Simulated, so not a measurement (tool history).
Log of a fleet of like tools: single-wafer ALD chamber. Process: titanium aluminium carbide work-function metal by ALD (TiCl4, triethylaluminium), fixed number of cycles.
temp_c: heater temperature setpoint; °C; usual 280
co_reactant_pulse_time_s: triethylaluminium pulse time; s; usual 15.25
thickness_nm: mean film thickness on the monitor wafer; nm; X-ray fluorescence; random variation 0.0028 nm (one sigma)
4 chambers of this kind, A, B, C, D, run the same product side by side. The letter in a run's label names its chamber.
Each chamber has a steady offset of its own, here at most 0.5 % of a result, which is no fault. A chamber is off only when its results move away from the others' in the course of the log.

run	hour	temp_c	co_reactant_pulse_time_s	read-back reference wafer on the same gauge, thickness_nm	thickness_nm
1B	6.2	280	15.25	2.1205	1.8822
2D	13.9	280	15.25	2.1206	1.8711
3C	19.3	280	15.25	2.1220	1.8768
4A	24.6	280	15.25	2.1221	1.8842
5A	30.8	280	15.25	2.1222	1.8837
6D	35.8	280	15.25	2.1220	1.8757
7B	43.0	280	15.25	2.1236	1.8853
8C	51.1	280	15.25	2.1245	1.8893
9D	54.8	280	15.25	2.1237	1.8745
10B	60.1	267	15.25	2.1245	1.7732
11C	68.2	267	15.25	2.1251	1.7709
12A	73.9	267	15.25	2.1261	1.7714
13D	80.1	267	15.25	2.1264	1.7673
14B	83.7	280	15.25	2.1271	1.8833
15A	91.1	280	15.25	2.1274	1.8946
16C	96.7	276	21.20	2.1270	1.8600
17A	103.9	276	21.20	2.1282	1.8634
18C	109.1	276	21.20	2.1282	1.8621
19B	115.3	276	21.20	2.1289	1.8620
20D	121.5	291	15.25	2.1297	1.9783
21B	127.9	291	15.25	2.1295	1.9862
22D	132.5	291	15.25	2.1306	1.9727
23A	136.2	291	15.25	2.1306	1.9884
24C	140.7	280	15.25	2.1317	1.8875
25D	146.2	290	15.25	2.1311	1.9662
26C	154.0	290	15.25	2.1321	1.9780
27B	160.1	290	15.25	2.1329	1.9842

All 4 chambers run these settings next. Forecast each chamber's results:
28A	166.0	280	15.25		?
28B	166.0	280	15.25		?
28C	166.0	280	15.25		?
28D	166.0	280	15.25		?

run	thickness_nm
28A	1.8908
28B	1.8934
28C	1.8968
28D	1.8837
